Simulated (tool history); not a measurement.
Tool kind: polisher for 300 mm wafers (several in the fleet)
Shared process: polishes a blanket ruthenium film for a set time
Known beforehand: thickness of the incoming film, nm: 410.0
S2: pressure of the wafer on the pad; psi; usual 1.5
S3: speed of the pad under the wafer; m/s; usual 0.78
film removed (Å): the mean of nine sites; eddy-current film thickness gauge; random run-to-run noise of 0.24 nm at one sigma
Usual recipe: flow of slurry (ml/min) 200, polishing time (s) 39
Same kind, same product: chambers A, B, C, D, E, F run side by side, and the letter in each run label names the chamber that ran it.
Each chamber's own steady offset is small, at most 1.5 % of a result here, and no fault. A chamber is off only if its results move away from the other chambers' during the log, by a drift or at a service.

{"hour": 2.4, "done": "chamber F: worn pad replaced by a new one"}
{"run": "1A", "hour": 11.1, "flow of slurry (ml/min)": 200, "S2": 1.5, "S3": 0.78, "polishing time (s)": 39, "film removed (Å)": 222.86}
{"run": "2B", "hour": 22.1, "flow of slurry (ml/min)": 200, "S2": 1.5, "S3": 0.78, "polishing time (s)": 39, "film removed (Å)": 219.39}
{"run": "3D", "hour": 30.9, "flow of slurry (ml/min)": 200, "S2": 1.5, "S3": 0.78, "polishing time (s)": 39, "film removed (Å)": 220.38}
{"hour": 31.3, "done": "chamber A: slurry nozzle cleaned"}
{"run": "4E", "hour": 38.6, "flow of slurry (ml/min)": 200, "S2": 1.5, "S3": 0.78, "polishing time (s)": 39, "film removed (Å)": 218.9}
{"run": "5C", "hour": 49.2, "flow of slurry (ml/min)": 200, "S2": 1.5, "S3": 0.78, "polishing time (s)": 39, "film removed (Å)": 218.56}
{"hour": 49.3, "done": "chamber A: worn pad replaced by a new one"}
{"hour": 54.5, "done": "chamber E: slurry nozzle cleaned"}
{"hour": 59.4, "done": "chamber C: worn pad replaced by a new one"}
{"run": "6F", "hour": 59.8, "flow of slurry (ml/min)": 200, "S2": 1.5, "S3": 0.78, "polishing time (s)": 39, "film removed (Å)": 225.64}
{"hour": 64.2, "done": "chamber D: worn pad replaced by a new one"}
{"hour": 70.7, "done": "chamber E: head pressure recalibrated"}
{"run": "7C", "hour": 72.7, "flow of slurry (ml/min)": 200, "S2": 1.5, "S3": 0.78, "polishing time (s)": 39, "film removed (Å)": 221.84}
{"hour": 75.9, "done": "chamber E: worn pad replaced by a new one"}
{"hour": 77.5, "done": "chamber B: worn pad replaced by a new one"}
{"run": "8F", "hour": 85.7, "flow of slurry (ml/min)": 200, "S2": 1.5, "S3": 0.78, "polishing time (s)": 39, "film removed (Å)": 219.82}
{"run": "9B", "hour": 99.0, "flow of slurry (ml/min)": 200, "S2": 1.5, "S3": 1.02, "polishing time (s)": 32, "film removed (Å)": 237.01}
{"hour": 105.7, "done": "chamber F: worn pad replaced by a new one"}
{"run": "10E", "hour": 112.3, "flow of slurry (ml/min)": 200, "S2": 1.5, "S3": 1.02, "polishing time (s)": 32, "film removed (Å)": 240.42}
{"run": "11D", "hour": 123.2, "flow of slurry (ml/min)": 200, "S2": 1.5, "S3": 1.02, "polishing time (s)": 32, "film removed (Å)": 239.22}
{"run": "12A", "hour": 129.4, "flow of slurry (ml/min)": 200, "S2": 1.5, "S3": 1.02, "polishing time (s)": 32, "film removed (Å)": 235.79}
{"hour": 139.6, "done": "chamber D: slurry nozzle cleaned"}
{"run": "13D", "hour": 141.1, "flow of slurry (ml/min)": 200, "S2": 1.5, "S3": 1.02, "polishing time (s)": 32, "film removed (Å)": 232.36}
{"hour": 144.4, "done": "chamber A: head pressure recalibrated"}
{"run": "14C", "hour": 147.3, "flow of slurry (ml/min)": 200, "S2": 1.5, "S3": 1.02, "polishing time (s)": 32, "film removed (Å)": 237.56}
{"run": "15A", "hour": 153.5, "flow of slurry (ml/min)": 200, "S2": 1.5, "S3": 0.78, "polishing time (s)": 39, "film removed (Å)": 221.87}
{"hour": 160.1, "done": "chamber B: head pressure recalibrated"}
{"run": "16B", "hour": 162.0, "flow of slurry (ml/min)": 200, "S2": 1.5, "S3": 0.78, "polishing time (s)": 39, "film removed (Å)": 202.93}
{"hour": 164.1, "done": "chamber D: worn pad replaced by a new one"}
{"hour": 165.1, "done": "chamber B: worn pad replaced by a new one"}
{"hour": 165.2, "done": "chamber C: worn pad replaced by a new one"}
{"hour": 169.4, "done": "chamber A: worn pad replaced by a new one"}
{"hour": 169.7, "done": "chamber E: worn pad replaced by a new one"}
{"hour": 170.0, "done": "chamber F: slurry nozzle cleaned"}
{"hour": 170.3, "done": "chamber B: slurry nozzle cleaned"}
{"run": "17F", "hour": 175.2, "flow of slurry (ml/min)": 180, "S2": 1.5, "S3": 0.9, "polishing time (s)": 39, "film removed (Å)": 257.3}
{"hour": 184.9, "done": "chamber F: worn pad replaced by a new one"}
{"run": "18E", "hour": 184.9, "flow of slurry (ml/min)": 180, "S2": 1.5, "S3": 0.9, "polishing time (s)": 39, "film removed (Å)": 254.33}
{"run": "19A", "hour": 195.2, "flow of slurry (ml/min)": 180, "S2": 1.5, "S3": 0.9, "polishing time (s)": 39, "film removed (Å)": 250.51}
{"run": "20F", "hour": 208.0, "flow of slurry (ml/min)": 180, "S2": 1.5, "S3": 0.9, "polishing time (s)": 39, "film removed (Å)": 257.84}
{"run": "21E", "hour": 217.1, "flow of slurry (ml/min)": 180, "S2": 1.5, "S3": 0.9, "polishing time (s)": 39, "film removed (Å)": 255.17}
{"run": "22B", "hour": 230.7, "flow of slurry (ml/min)": 180, "S2": 1.5, "S3": 0.9, "polishing time (s)": 39, "film removed (Å)": 228.7}
{"run": "23C", "hour": 241.8, "flow of slurry (ml/min)": 200, "S2": 1.5, "S3": 0.78, "polishing time (s)": 39, "film removed (Å)": 219.0}
{"run": "24D", "hour": 251.2, "flow of slurry (ml/min)": 200, "S2": 1.5, "S3": 0.78, "polishing time (s)": 39, "film removed (Å)": 222.11}
{"hour": 252.3, "done": "chamber E: worn pad replaced by a new one"}
{"hour": 258.1, "done": "chamber C: worn pad replaced by a new one"}
{"run": "25A", "hour": 262.3, "flow of slurry (ml/min)": 200, "S2": 1.5, "S3": 0.78, "polishing time (s)": 39, "film removed (Å)": 216.65}
{"hour": 264.5, "done": "chamber B: worn pad replaced by a new one"}
{"run": "26C", "hour": 272.6, "flow of slurry (ml/min)": 200, "S2": 1.5, "S3": 0.78, "polishing time (s)": 39, "film removed (Å)": 220.53}
{"hour": 273.9, "done": "chamber C: slurry nozzle cleaned"}
{"hour": 277.7, "done": "chamber A: worn pad replaced by a new one"}
{"run": "27F", "hour": 280.5, "flow of slurry (ml/min)": 200, "S2": 1.5, "S3": 0.78, "polishing time (s)": 39, "film removed (Å)": 224.37}
{"hour": 282.7, "done": "chamber F: worn pad replaced by a new one"}
{"hour": 284.6, "done": "chamber D: worn pad replaced by a new one"}
{"run": "28D", "hour": 292.9, "flow of slurry (ml/min)": 200, "S2": 1.5, "S3": 0.78, "polishing time (s)": 39, "film removed (Å)": 222.79}
{"run": "29E", "hour": 302.0, "flow of slurry (ml/min)": 200, "S2": 1.5, "S3": 0.78, "polishing time (s)": 39, "film removed (Å)": 226.2}
{"hour": 313.3, "done": "chamber F: head pressure recalibrated"}
{"run": "30B", "hour": 315.5, "flow of slurry (ml/min)": 200, "S2": 1.5, "S3": 0.78, "polishing time (s)": 39, "film removed (Å)": 202.78}
{"run": "31F", "hour": 328.7, "flow of slurry (ml/min)": 200, "S2": 1.5, "S3": 0.7, "polishing time (s)": 45, "film removed (Å)": 231.3}
{"run": "32A", "hour": 336.9, "flow of slurry (ml/min)": 200, "S2": 1.5, "S3": 0.7, "polishing time (s)": 45, "film removed (Å)": 229.52}
{"hour": 348.1, "done": "chamber B: worn pad replaced by a new one"}
{"run": "33D", "hour": 349.2, "flow of slurry (ml/min)": 200, "S2": 1.5, "S3": 0.7, "polishing time (s)": 45, "film removed (Å)": 231.51}
{"hour": 353.3, "done": "chamber C: worn pad replaced by a new one"}
{"hour": 356.1, "done": "chamber E: worn pad replaced by a new one"}
{"run": "34C", "hour": 361.3, "flow of slurry (ml/min)": 200, "S2": 1.5, "S3": 0.7, "polishing time (s)": 45, "film removed (Å)": 227.54}
{"hour": 364.3, "done": "chamber D: slurry nozzle cleaned"}
{"hour": 375.0, "done": "chamber F: worn pad replaced by a new one"}
{"run": "35E", "hour": 375.1, "flow of slurry (ml/min)": 200, "S2": 1.5, "S3": 0.7, "polishing time (s)": 45, "film removed (Å)": 230.06}
{"hour": 377.2, "done": "chamber A: worn pad replaced by a new one"}
{"run": "36B", "hour": 385.0, "flow of slurry (ml/min)": 200, "S2": 1.5, "S3": 0.7, "polishing time (s)": 45, "film removed (Å)": 213.38}
{"run": "37C", "hour": 396.7, "flow of slurry (ml/min)": 200, "S2": 1.5, "S3": 0.78, "polishing time (s)": 39, "film removed (Å)": 218.85}
{"hour": 400.9, "done": "chamber D: worn pad replaced by a new one"}
{"run": "38A", "hour": 407.3, "flow of slurry (ml/min)": 200, "S2": 1.5, "S3": 0.78, "polishing time (s)": 39, "film removed (Å)": 221.63}
{"run": "39F", "hour": 415.5, "flow of slurry (ml/min)": 200, "S2": 1.5, "S3": 0.94, "polishing time (s)": 29, "film removed (Å)": 198.16}
{"run": "40D", "hour": 425.5, "flow of slurry (ml/min)": 200, "S2": 1.5, "S3": 0.94, "polishing time (s)": 29, "film removed (Å)": 199.99}
{"hour": 431.7, "done": "chamber B: worn pad replaced by a new one"}
{"run": "41B", "hour": 439.2, "flow of slurry (ml/min)": 200, "S2": 1.5, "S3": 0.94, "polishing time (s)": 29, "film removed (Å)": 182.0}
{"hour": 450.0, "done": "chamber E: worn pad replaced by a new one"}
{"run": "42E", "hour": 452.9, "flow of slurry (ml/min)": 200, "S2": 1.5, "S3": 0.94, "polishing time (s)": 29, "film removed (Å)": 199.69}
{"run": "43D", "hour": 460.7, "flow of slurry (ml/min)": 200, "S2": 1.5, "S3": 0.94, "polishing time (s)": 29, "film removed (Å)": 196.63}

Predict what each chamber gives when all 6 of them run the settings below next.
{"run": "44A", "hour": 470.6, "flow of slurry (ml/min)": 200, "S2": 1.5, "S3": 0.78, "polishing time (s)": 39, "film removed (Å)": "?"}
{"run": "44B", "hour": 470.6, "flow of slurry (ml/min)": 200, "S2": 1.5, "S3": 0.78, "polishing time (s)": 39, "film removed (Å)": "?"}
{"run": "44C", "hour": 470.6, "flow of slurry (ml/min)": 200, "S2": 1.5, "S3": 0.78, "polishing time (s)": 39, "film removed (Å)": "?"}
{"run": "44D", "hour": 470.6, "flow of slurry (ml/min)": 200, "S2": 1.5, "S3": 0.78, "polishing time (s)": 39, "film removed (Å)": "?"}
{"run": "44E", "hour": 470.6, "flow of slurry (ml/min)": 200, "S2": 1.5, "S3": 0.78, "polishing time (s)": 39, "film removed (Å)": "?"}
{"run": "44F", "hour": 470.6, "flow of slurry (ml/min)": 200, "S2": 1.5, "S3": 0.78, "polishing time (s)": 39, "film removed (Å)": "?"}

run=44A film_removed_(Å)=221.73
run=44B film_removed_(Å)=205.83
run=44C film_removed_(Å)=218.37
run=44D film_removed_(Å)=220.56
run=44E film_removed_(Å)=219.24
run=44F film_removed_(Å)=223.74
